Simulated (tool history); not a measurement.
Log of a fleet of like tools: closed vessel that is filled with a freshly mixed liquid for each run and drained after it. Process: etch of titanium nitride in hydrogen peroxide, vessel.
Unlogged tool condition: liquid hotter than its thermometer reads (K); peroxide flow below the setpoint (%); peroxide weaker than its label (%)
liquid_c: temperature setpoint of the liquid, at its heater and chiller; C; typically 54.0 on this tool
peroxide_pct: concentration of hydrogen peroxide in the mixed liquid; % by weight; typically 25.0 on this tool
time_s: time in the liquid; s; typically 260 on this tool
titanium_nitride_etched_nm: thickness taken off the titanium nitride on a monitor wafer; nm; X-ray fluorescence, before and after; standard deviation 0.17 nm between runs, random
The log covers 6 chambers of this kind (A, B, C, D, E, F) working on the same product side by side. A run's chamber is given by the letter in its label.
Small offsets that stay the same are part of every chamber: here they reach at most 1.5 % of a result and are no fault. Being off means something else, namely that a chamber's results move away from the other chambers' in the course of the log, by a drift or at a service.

run   hour  liquid_c  peroxide_pct  time_s  hours since the thermometer was replaced  hours since the peroxide flow meter was replaced  hours since the drum of peroxide was connected  read-back film thickness of the titanium nitride reference wafer, read on the same gauge (nm)  titanium_nitride_etched_nm
 1E    7.8      54.0          25.0     260                                     216.7                                             233.1                                          1158.6                                                                                         150.00                      19.982
 2C   19.9      54.0          25.0     260                                     470.3                                             580.8                                            93.4                                                                                         150.01                      19.948
 3B   32.7      54.0          25.0     260                                     204.0                                              65.9                                           928.4                                                                                         150.00                      19.906
 4D   45.2      54.0          25.0     260                                    1734.4                                              77.2                                           957.1                                                                                         149.98                      19.781
 5A   58.3      54.0          17.5     365                                    1051.1                                             539.9                                           202.0                                                                                         150.00                      25.954
 6F   71.9      54.0          17.5     365                                     367.1                                            1012.7                                           160.3                                                                                         150.00                      26.173
      74.9  -- chamber E: new drum of peroxide connected
 7F   82.1      54.0          17.5     365                                     377.3                                            1022.9                                           170.5                                                                                         150.01                      26.228
      90.4  -- chamber A: peroxide flow meter replaced
 8B   96.5      54.0          17.5     365                                     267.8                                             129.7                                           992.2                                                                                         149.98                      26.552
 9A  106.1      54.0          17.5     365                                    1098.9                                              15.8                                           249.8                                                                                         150.00                      26.100
10D  114.5      54.0          17.5     365                                    1803.7                                             146.5                                          1026.4                                                                                         150.00                      25.972
     121.4  -- chamber B: new drum of peroxide connected
11C  125.5      54.0          25.0     260                                     575.9                                             686.4                                           199.0                                                                                         150.01                      20.313
12E  132.7      54.0          25.0     260                                     341.6                                             358.0                                            57.8                                                                                         150.00                      20.182
13F  144.0      54.0          25.0     260                                     439.2                                            1084.8                                           232.4                                                                                         150.01                      20.279
14B  151.6      54.0          25.0     260                                     322.9                                             184.8                                            30.2                                                                                         149.99                      20.200
     152.0  -- chamber C: thermometer replaced
15C  158.6      54.0          25.0     260                                       6.7                                             719.5                                           232.1                                                                                         150.01                      20.189
16D  171.6      45.0          29.0     260                                    1860.8                                             203.6                                          1083.5                                                                                         150.00                      10.890
     172.8  -- chamber D: thermometer replaced
17E  180.4      45.0          29.0     260                                     389.3                                             405.7                                           105.5                                                                                         149.99                      10.903
18A  190.5      45.0          29.0     260                                    1183.3                                             100.2                                           334.2                                                                                         150.00                      10.636
19B  205.1      45.0          29.0     260                                     376.4                                             238.3                                            83.7                                                                                         150.00                      11.179
20C  215.2      45.0          29.0     260                                      63.3                                             776.1                                           288.7                                                                                         149.97                      10.874
21D  226.9      45.0          29.0     260                                      54.1                                             258.9                                          1138.8                                                                                         149.99                      10.749
     232.0  -- chamber D: new drum of peroxide connected
22E  241.6      58.5          25.0     405                                     450.5                                             466.9                                           166.7                                                                                         150.01                      44.465
     250.7  -- chamber F: peroxide flow meter replaced
23A  253.0      58.5          25.0     405                                    1245.8                                             162.7                                           396.7                                                                                         150.01                      43.440
24F  265.7      58.5          25.0     405                                     560.9                                              15.0                                           354.1                                                                                         150.02                      43.605
25D  278.3      58.5          25.0     405                                     105.5                                             310.3                                            46.4                                                                                         149.99                      42.424
26F  291.0      58.5          25.0     405                                     586.2                                              40.3                                           379.4                                                                                         150.02                      43.424
     296.5  -- chamber E: peroxide flow meter replaced
27C  299.2      58.5          25.0     405                                     147.3                                             860.1                                           372.7                                                                                         150.00                      42.838
     309.3  -- chamber A: thermometer replaced
28B  313.4      54.0          25.0     260                                     484.7                                             346.6                                           192.0                                                                                         150.01                      20.565
29A  327.1      54.0          25.0     260                                      17.9                                             236.8                                           470.8                                                                                         150.00                      19.875
30E  341.9      54.0          25.0     260                                     550.8                                              45.4                                           267.0                                                                                         150.00                      21.539
31E  349.5      54.0          18.0     260                                     558.4                                              53.0                                           274.6                                                                                         150.01                      20.239
32D  362.3      54.0          18.0     260                                     189.5                                             394.3                                           130.4                                                                                         150.01                      18.392
33A  377.9      54.0          18.0     260                                      68.7                                             287.6                                           521.6                                                                                         150.02                      18.772
34C  389.8      54.0          18.0     260                                     237.9                                             950.7                                           463.3                                                                                         149.98                      18.730
35F  402.0      54.0          18.0     260                                     697.2                                             151.3                                           490.4                                                                                         150.02                      18.865
36B  412.7      54.0          18.0     260                                     584.0                                             445.9                                           291.3                                                                                         150.00                      18.940
37B  421.3      54.0          25.0     260                                     592.6                                             454.5                                           299.9                                                                                         150.02                      20.284
38E  435.7      54.0          20.0     310                                     644.6                                             139.2                                           360.8                                                                                         149.99                      25.590
39D  444.8      54.0          20.0     310                                     272.0                                             476.8                                           212.9                                                                                         150.01                      22.685

For the next run the whole fleet of 6 chambers uses the same settings. Give each chamber's results:
40A  456.2      54.0          25.0     260                                                                                                                                                                                                                                                                      ?
40B  456.2      54.0          25.0     260                                                                                                                                                                                                                                                                      ?
40C  456.2      54.0          25.0     260                                                                                                                                                                                                                                                                      ?
40D  456.2      54.0          25.0     260                                                                                                                                                                                                                                                                      ?
40E  456.2      54.0          25.0     260                                                                                                                                                                                                                                                                      ?
40F  456.2      54.0          25.0     260                                                                                                                                                                                                                                                                      ?

run  titanium_nitride_etched_nm
40A                      20.045
40B                      20.197
40C                      20.217
40D                      19.982
40E                      22.695
40F                      20.186
